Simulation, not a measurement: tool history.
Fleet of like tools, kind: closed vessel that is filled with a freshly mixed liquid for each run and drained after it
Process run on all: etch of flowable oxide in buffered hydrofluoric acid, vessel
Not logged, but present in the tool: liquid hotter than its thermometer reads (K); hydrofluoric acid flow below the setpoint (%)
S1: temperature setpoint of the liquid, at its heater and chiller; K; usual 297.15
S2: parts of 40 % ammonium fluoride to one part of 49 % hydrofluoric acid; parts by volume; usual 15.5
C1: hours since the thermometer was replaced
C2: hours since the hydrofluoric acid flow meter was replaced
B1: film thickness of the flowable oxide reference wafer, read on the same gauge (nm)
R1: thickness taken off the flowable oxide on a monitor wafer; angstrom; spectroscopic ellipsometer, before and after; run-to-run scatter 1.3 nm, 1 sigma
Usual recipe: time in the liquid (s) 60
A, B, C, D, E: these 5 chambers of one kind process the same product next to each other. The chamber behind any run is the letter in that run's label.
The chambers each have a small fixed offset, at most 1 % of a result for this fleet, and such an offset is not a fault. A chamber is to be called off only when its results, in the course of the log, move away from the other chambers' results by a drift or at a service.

{"run": "1C", "hour": 8.5, "S1": 297.15, "S2": 15.5, "time in the liquid (s)": 60, "C1": 1705.2, "C2": 488.4, "B1": 130.02, "R1": 1956.4}
{"run": "2A", "hour": 13.7, "S1": 297.15, "S2": 15.5, "time in the liquid (s)": 60, "C1": 645.1, "C2": 573.7, "B1": 130.0, "R1": 1971.7}
{"run": "3B", "hour": 17.9, "S1": 297.15, "S2": 15.5, "time in the liquid (s)": 60, "C1": 438.3, "C2": 365.1, "B1": 130.0, "R1": 1979.7}
{"run": "4E", "hour": 26.2, "S1": 297.15, "S2": 15.5, "time in the liquid (s)": 60, "C1": 2100.9, "C2": 205.8, "B1": 129.99, "R1": 1965.7}
{"run": "5D", "hour": 33.2, "S1": 297.15, "S2": 15.5, "time in the liquid (s)": 60, "C1": 1788.2, "C2": 56.3, "B1": 129.98, "R1": 1965.4}
{"run": "6D", "hour": 37.5, "S1": 297.15, "S2": 15.5, "time in the liquid (s)": 60, "C1": 1792.5, "C2": 60.6, "B1": 129.99, "R1": 1965.7}
{"run": "7C", "hour": 45.6, "S1": 297.15, "S2": 15.5, "time in the liquid (s)": 60, "C1": 1742.3, "C2": 525.5, "B1": 129.99, "R1": 1962.6}
{"run": "8A", "hour": 53.8, "S1": 297.15, "S2": 15.5, "time in the liquid (s)": 60, "C1": 685.2, "C2": 613.8, "B1": 129.99, "R1": 1979.8}
{"run": "9E", "hour": 60.7, "S1": 297.15, "S2": 15.5, "time in the liquid (s)": 60, "C1": 2135.4, "C2": 240.3, "B1": 130.0, "R1": 1935.5}
{"hour": 63.8, "done": "chamber C: thermometer replaced"}
{"hour": 64.3, "done": "chamber D: thermometer replaced"}
{"run": "10B", "hour": 68.0, "S1": 297.15, "S2": 15.5, "time in the liquid (s)": 60, "C1": 488.4, "C2": 415.2, "B1": 130.01, "R1": 1938.7}
{"run": "11B", "hour": 73.3, "S1": 297.15, "S2": 15.5, "time in the liquid (s)": 60, "C1": 493.7, "C2": 420.5, "B1": 129.99, "R1": 1931.5}
{"run": "12E", "hour": 81.3, "S1": 297.15, "S2": 15.5, "time in the liquid (s)": 60, "C1": 2156.0, "C2": 260.9, "B1": 130.0, "R1": 1960.1}
{"run": "13A", "hour": 89.3, "S1": 300.65, "S2": 15.5, "time in the liquid (s)": 60, "C1": 720.7, "C2": 649.3, "B1": 130.0, "R1": 2364.0}
{"run": "14D", "hour": 97.0, "S1": 300.65, "S2": 15.5, "time in the liquid (s)": 60, "C1": 32.8, "C2": 120.1, "B1": 130.01, "R1": 2348.6}
{"run": "15C", "hour": 102.0, "S1": 300.65, "S2": 15.5, "time in the liquid (s)": 60, "C1": 38.2, "C2": 581.9, "B1": 130.0, "R1": 2371.6}
{"run": "16A", "hour": 109.5, "S1": 300.65, "S2": 15.5, "time in the liquid (s)": 60, "C1": 740.9, "C2": 669.5, "B1": 130.0, "R1": 2369.6}
{"run": "17E", "hour": 114.1, "S1": 300.65, "S2": 15.5, "time in the liquid (s)": 60, "C1": 2188.8, "C2": 293.7, "B1": 130.01, "R1": 2367.5}
{"run": "18C", "hour": 122.3, "S1": 297.15, "S2": 15.5, "time in the liquid (s)": 60, "C1": 58.5, "C2": 602.2, "B1": 130.01, "R1": 1955.2}
{"run": "19D", "hour": 130.6, "S1": 297.15, "S2": 15.5, "time in the liquid (s)": 60, "C1": 66.4, "C2": 153.7, "B1": 130.0, "R1": 1944.4}
{"run": "20B", "hour": 139.1, "S1": 297.15, "S2": 15.5, "time in the liquid (s)": 60, "C1": 559.5, "C2": 486.3, "B1": 129.99, "R1": 1990.3}
{"run": "21E", "hour": 146.0, "S1": 297.15, "S2": 15.5, "time in the liquid (s)": 60, "C1": 2220.7, "C2": 325.6, "B1": 130.01, "R1": 1963.1}
{"run": "22A", "hour": 154.2, "S1": 297.15, "S2": 15.5, "time in the liquid (s)": 60, "C1": 785.6, "C2": 714.2, "B1": 130.01, "R1": 1962.5}
{"run": "23B", "hour": 159.0, "S1": 297.15, "S2": 15.5, "time in the liquid (s)": 60, "C1": 579.4, "C2": 506.2, "B1": 130.0, "R1": 2031.4}
{"run": "24C", "hour": 167.2, "S1": 297.15, "S2": 15.5, "time in the liquid (s)": 60, "C1": 103.4, "C2": 647.1, "B1": 130.01, "R1": 1939.7}
{"run": "25D", "hour": 174.8, "S1": 297.15, "S2": 15.5, "time in the liquid (s)": 60, "C1": 110.6, "C2": 197.9, "B1": 130.0, "R1": 1974.0}
{"run": "26A", "hour": 183.5, "S1": 297.15, "S2": 15.5, "time in the liquid (s)": 60, "C1": 814.9, "C2": 743.5, "B1": 129.99, "R1": 1954.5}
{"run": "27E", "hour": 187.7, "S1": 297.15, "S2": 15.5, "time in the liquid (s)": 60, "C1": 2262.4, "C2": 367.3, "B1": 130.0, "R1": 1964.4}
{"run": "28C", "hour": 192.3, "S1": 297.15, "S2": 15.5, "time in the liquid (s)": 60, "C1": 128.5, "C2": 672.2, "B1": 130.01, "R1": 1966.6}
{"run": "29D", "hour": 196.6, "S1": 297.15, "S2": 15.5, "time in the liquid (s)": 60, "C1": 132.4, "C2": 219.7, "B1": 130.0, "R1": 1955.3}
{"run": "30B", "hour": 205.1, "S1": 297.15, "S2": 15.5, "time in the liquid (s)": 60, "C1": 625.5, "C2": 552.3, "B1": 129.99, "R1": 2068.4}
{"run": "31D", "hour": 213.7, "S1": 297.15, "S2": 18.0, "time in the liquid (s)": 70, "C1": 149.5, "C2": 236.8, "B1": 130.0, "R1": 1944.0}
{"run": "32E", "hour": 217.7, "S1": 297.15, "S2": 18.0, "time in the liquid (s)": 70, "C1": 2292.4, "C2": 397.3, "B1": 130.0, "R1": 1956.5}
{"run": "33A", "hour": 225.4, "S1": 297.15, "S2": 18.0, "time in the liquid (s)": 70, "C1": 856.8, "C2": 785.4, "B1": 130.0, "R1": 1984.6}
{"run": "34B", "hour": 229.6, "S1": 297.15, "S2": 18.0, "time in the liquid (s)": 70, "C1": 650.0, "C2": 576.8, "B1": 130.01, "R1": 2105.7}
{"run": "35C", "hour": 238.3, "S1": 297.15, "S2": 18.0, "time in the liquid (s)": 70, "C1": 174.5, "C2": 718.2, "B1": 129.98, "R1": 1972.0}
{"run": "36E", "hour": 245.6, "S1": 297.15, "S2": 15.5, "time in the liquid (s)": 60, "C1": 2320.3, "C2": 425.2, "B1": 130.01, "R1": 1957.7}
{"run": "37D", "hour": 249.6, "S1": 297.15, "S2": 15.5, "time in the liquid (s)": 60, "C1": 185.4, "C2": 272.7, "B1": 129.98, "R1": 1949.0}
{"run": "38B", "hour": 258.0, "S1": 294.15, "S2": 19.5, "time in the liquid (s)": 60, "C1": 678.4, "C2": 605.2, "B1": 130.01, "R1": 1417.9}
{"run": "39A", "hour": 266.6, "S1": 294.15, "S2": 19.5, "time in the liquid (s)": 60, "C1": 898.0, "C2": 826.6, "B1": 129.97, "R1": 1320.3}
{"run": "40C", "hour": 275.5, "S1": 294.15, "S2": 19.5, "time in the liquid (s)": 60, "C1": 211.7, "C2": 755.4, "B1": 130.0, "R1": 1314.6}
{"run": "41B", "hour": 283.0, "S1": 294.15, "S2": 19.5, "time in the liquid (s)": 60, "C1": 703.4, "C2": 630.2, "B1": 129.98, "R1": 1450.6}

What goes on in this fleet: one chamber off, a drifting gauge, or nothing beyond the chambers' own small offsets? Name the chamber and the cause, if any.

It is chamber B that slowly wanders off from its peers.
Cause: liquid hotter than its thermometer reads (K) = 1.63.
From this log alone, it may not be told apart from: hydrofluoric acid flow above the setpoint (%).

Chamber B could run next with any of the 4 candidate recipes listed below; each alters the usual settings, and their results appear as question marks. Which one brings its results back in line with what the other chambers deliver on the usual settings?
A result is in line if it is within this distance of the other chambers' mean on the usual settings: R1 46.0 angstrom
{"run": "42B-1", "hour": 289.4, "S1": 297.15, "S2": 15.5, "time in the liquid (s)": 55, "R1": "?"}
{"run": "42B-2", "hour": 289.4, "S1": 297.15, "S2": 16.0, "time in the liquid (s)": 60, "R1": "?"}
{"run": "42B-3", "hour": 289.4, "S1": 298.65, "S2": 15.5, "time in the liquid (s)": 60, "R1": "?"}
{"run": "42B-4", "hour": 289.4, "S1": 297.15, "S2": 15.0, "time in the liquid (s)": 60, "R1": "?"}

Other chambers, usual settings, mean: R1 1958.8 angstrom
run=42B-1 R1=1963.8
run=42B-2 R1=2076.7
run=42B-3 R1=2322.4
run=42B-4 R1=2212.0
With 42B-1, the chamber falls back in line with the rest.
